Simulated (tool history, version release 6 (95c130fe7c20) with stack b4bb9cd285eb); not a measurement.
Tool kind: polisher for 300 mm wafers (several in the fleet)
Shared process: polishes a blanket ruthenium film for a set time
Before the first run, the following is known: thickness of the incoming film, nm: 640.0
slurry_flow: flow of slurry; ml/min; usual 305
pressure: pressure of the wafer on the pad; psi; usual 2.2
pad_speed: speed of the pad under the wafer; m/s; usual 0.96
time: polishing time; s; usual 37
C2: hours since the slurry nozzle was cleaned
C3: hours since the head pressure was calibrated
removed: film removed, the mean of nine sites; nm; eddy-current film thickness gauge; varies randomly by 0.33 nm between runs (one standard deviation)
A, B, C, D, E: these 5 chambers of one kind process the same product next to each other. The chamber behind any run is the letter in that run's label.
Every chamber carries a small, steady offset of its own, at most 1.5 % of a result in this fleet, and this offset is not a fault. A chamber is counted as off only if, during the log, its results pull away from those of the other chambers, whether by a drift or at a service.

Run 1B, hour 6.2: usual settings; wafers polished on this pad 641; C2 462.2; C3 72.6. Result: removed 42.877 nm.
Run 2C, hour 10.9: usual settings; wafers polished on this pad 780; C2 455.7; C3 361.2. Result: removed 43.953 nm.
At hour 11.2: chamber A: worn pad replaced by a new one.
Run 3E, hour 16.6: usual settings; wafers polished on this pad 350; C2 262.2; C3 262.6. Result: removed 44.084 nm.
Run 4D, hour 23.6: usual settings; wafers polished on this pad 369; C2 39.0; C3 791.6. Result: removed 42.290 nm.
Run 5A, hour 31.5: usual settings; wafers polished on this pad 264; C2 570.2; C3 958.1. Result: removed 43.196 nm.
At hour 34.7: chamber C: worn pad replaced by a new one.
At hour 35.7: chamber E: worn pad replaced by a new one.
Run 6D, hour 37.9: usual settings; wafers polished on this pad 554; C2 53.3; C3 805.9. Result: removed 42.761 nm.
Run 7C, hour 42.4: usual settings; wafers polished on this pad 99; C2 487.2; C3 392.7. Result: removed 43.537 nm.
Run 8A, hour 46.1: usual settings; wafers polished on this pad 453; C2 584.8; C3 972.7. Result: removed 43.343 nm.
Run 9E, hour 49.9: usual settings; wafers polished on this pad 184; C2 295.5; C3 295.9. Result: removed 43.598 nm.
Run 10B, hour 54.0: usual settings; wafers polished on this pad 1260; C2 510.0; C3 120.4. Result: removed 42.647 nm.
Run 11A, hour 60.5: usual settings but time 47 s; wafers polished on this pad 639; C2 599.2; C3 987.1. Result: removed 53.367 nm.
Run 12B, hour 65.7: usual settings but time 47 s; wafers polished on this pad 1412; C2 521.7; C3 132.1. Result: removed 54.628 nm.
Run 13E, hour 72.3: usual settings but time 47 s; wafers polished on this pad 475; C2 317.9; C3 318.3. Result: removed 55.001 nm.
Run 14D, hour 76.0: usual settings but time 47 s; wafers polished on this pad 1048; C2 91.4; C3 844.0. Result: removed 53.731 nm.
At hour 77.5: chamber E: worn pad replaced by a new one.
At hour 78.4: chamber B: worn pad replaced by a new one.
Run 15C, hour 81.7: usual settings but time 47 s; wafers polished on this pad 609; C2 526.5; C3 432.0. Result: removed 53.747 nm.
At hour 85.9: chamber A: worn pad replaced by a new one.
Run 16B, hour 86.0: usual settings; wafers polished on this pad 99; C2 542.0; C3 152.4. Result: removed 42.499 nm.
At hour 92.3: chamber C: slurry nozzle cleaned.
Run 17E, hour 93.0: usual settings; wafers polished on this pad 201; C2 338.6; C3 339.0. Result: removed 42.613 nm.
Run 18A, hour 99.7: usual settings; wafers polished on this pad 179; C2 638.4; C3 1026.3. Result: removed 42.491 nm.
Run 19C, hour 106.0: usual settings; wafers polished on this pad 924; C2 13.8; C3 456.3. Result: removed 42.288 nm.
At hour 109.1: chamber C: worn pad replaced by a new one.
At hour 110.4: chamber D: worn pad replaced by a new one.
Run 20D, hour 112.9: usual settings; wafers polished on this pad 32; C2 128.3; C3 880.9. Result: removed 42.600 nm.
Run 21D, hour 118.6: usual settings; wafers polished on this pad 106; C2 134.0; C3 886.6. Result: removed 42.460 nm.
At hour 120.8: chamber E: worn pad replaced by a new one.
Run 22C, hour 124.1: usual settings; wafers polished on this pad 194; C2 31.9; C3 474.4. Result: removed 41.768 nm.
At hour 124.5: chamber E: slurry nozzle cleaned.
Run 23E, hour 128.5: usual settings; wafers polished on this pad 101; C2 4.1; C3 374.5. Result: removed 43.931 nm.
Run 24A, hour 136.2: usual settings but pad_speed 0.68 m/s; wafers polished on this pad 652; C2 674.9; C3 1062.8. Result: removed 30.141 nm.
Run 25B, hour 143.0: usual settings but pad_speed 0.68 m/s; wafers polished on this pad 837; C2 599.0; C3 209.4. Result: removed 29.811 nm.
Run 26D, hour 150.6: usual settings but pad_speed 0.68 m/s; wafers polished on this pad 521; C2 166.0; C3 918.6. Result: removed 29.903 nm.
Run 27A, hour 155.4: usual settings but pad_speed 0.68 m/s; wafers polished on this pad 901; C2 694.1; C3 1082.0. Result: removed 29.896 nm.
Run 28C, hour 162.3: usual settings but pad_speed 0.68 m/s; wafers polished on this pad 689; C2 70.1; C3 512.6. Result: removed 29.388 nm.
Run 29E, hour 166.7: usual settings; wafers polished on this pad 596; C2 42.3; C3 412.7. Result: removed 43.747 nm.
Run 30B, hour 171.0: usual settings; wafers polished on this pad 1200; C2 627.0; C3 237.4. Result: removed 43.154 nm.
At hour 173.0: chamber E: worn pad replaced by a new one.
Run 31E, hour 178.8: usual settings; wafers polished on this pad 76; C2 54.4; C3 424.8. Result: removed 43.151 nm.
Run 32D, hour 185.7: usual settings; wafers polished on this pad 976; C2 201.1; C3 953.7. Result: removed 42.934 nm.

Does one chamber stand apart from the rest, does the shared gauge drift, or is all well apart from small per-chamber offsets? Give the chamber and the most likely cause, where there is one.

It is chamber C that slowly wanders off from its peers.
What lies behind it: head's pressure below its setpoint, % = 5.9.

Here are 4 candidates for chamber C's next run, each the usual settings with a change, their results left as question marks. Which one brings its results back in line with what the others give on the usual settings?
Counts as in line when no further than this from what the other chambers average on the usual settings: removed 1.100 nm
Run 33C-1, hour 191.5: usual settings but time 41 s. Result: removed ?.
Run 33C-2, hour 191.5: usual settings but pad_speed 0.94 m/s, time 36 s. Result: removed ?.
Run 33C-3, hour 191.5: usual settings but pad_speed 0.98 m/s, time 38 s. Result: removed ?.
Run 33C-4, hour 191.5: usual settings but pressure 2.1 psi, pad_speed 0.94 m/s, time 36 s. Result: removed ?.

Other chambers, usual settings, mean: removed 42.766 nm
  run  removed
33C-1   45.097
33C-2   38.763
33C-3   42.679
33C-4   36.995
33C-3 brings the chamber back in line.

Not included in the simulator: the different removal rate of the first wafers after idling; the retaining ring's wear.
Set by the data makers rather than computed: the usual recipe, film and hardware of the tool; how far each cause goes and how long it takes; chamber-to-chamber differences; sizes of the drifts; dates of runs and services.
